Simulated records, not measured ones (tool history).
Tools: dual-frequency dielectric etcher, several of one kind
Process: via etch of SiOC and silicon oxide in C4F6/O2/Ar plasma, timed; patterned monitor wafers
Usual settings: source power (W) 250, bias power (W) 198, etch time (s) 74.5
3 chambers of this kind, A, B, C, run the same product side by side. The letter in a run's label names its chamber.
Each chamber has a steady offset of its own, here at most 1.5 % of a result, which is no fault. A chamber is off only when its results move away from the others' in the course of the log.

run	hour	source power (W)	bias power (W)	etch time (s)	read-back reference wafer on the same gauge, depth_nm	mean etch depth across the wafer (nm)
1A	6.5	250	198	74.5	58.532	72.507
2C	12.3	250	198	74.5	58.554	71.769
3B	17.6	250	198	74.5	58.489	72.499
4B	21.8	250	198	74.5	58.527	71.936
5C	27.4	250	198	74.5	58.528	71.671
6A	32	250	198	74.5	58.532	72.539
7B	39.7	250	198	74.5	58.518	72.703
8A	44.7	250	198	74.5	58.466	72.801
9C	48.4	250	198	74.5	58.472	72.178
10A	54.8	250	198	74.5	58.473	72.537
11B	62.9	250	198	74.5	58.457	72.057
12C	68.7	250	198	74.5	58.487	71.519
13B	74.8	250	198	74.5	58.481	72.13
14C	82.5	250	198	74.5	58.48	71.543
15A	90.4	310	198	74.5	58.519	78.659
16A	94.8	310	198	74.5	58.457	78.434
17C	98.5	310	198	74.5	58.538	77.725
18B	105.9	250	177	86.5	58.534	80.328
19C	111.9	250	177	86.5	58.52	80.298
20B	119.2	250	177	86.5	58.476	81.152
21A	126.3	250	198	74.5	58.509	72.771
22B	133.5	250	198	74.5	58.473	72.422
23C	139.1	250	198	74.5	58.516	71.653
24A	144.1	250	198	74.5	58.535	72.742
25C	149.3	250	198	74.5	58.534	71.361
26A	155.5	250	198	74.5	58.517	72.958
27B	163	250	198	74.5	58.507	72.415
28C	171.2	250	198	74.5	58.551	72.179
29A	177	250	198	74.5	58.496	72.384
30B	185.2	250	198	74.5	58.473	72.256
31B	190.2	250	198	74.5	58.474	72.291
32C	196.1	250	198	74.5	58.518	71.771
33A	204.4	250	198	74.5	58.486	72.563
34C	208.6	250	198	74.5	58.526	72.048
35A	214.8	250	198	74.5	58.46	72.717

What goes on in this fleet: one chamber off, a drifting gauge, or nothing beyond the chambers' own small offsets? Name the chamber and the cause, if any.

No chamber stands off beyond its own small offset, and the gauge holds steady.
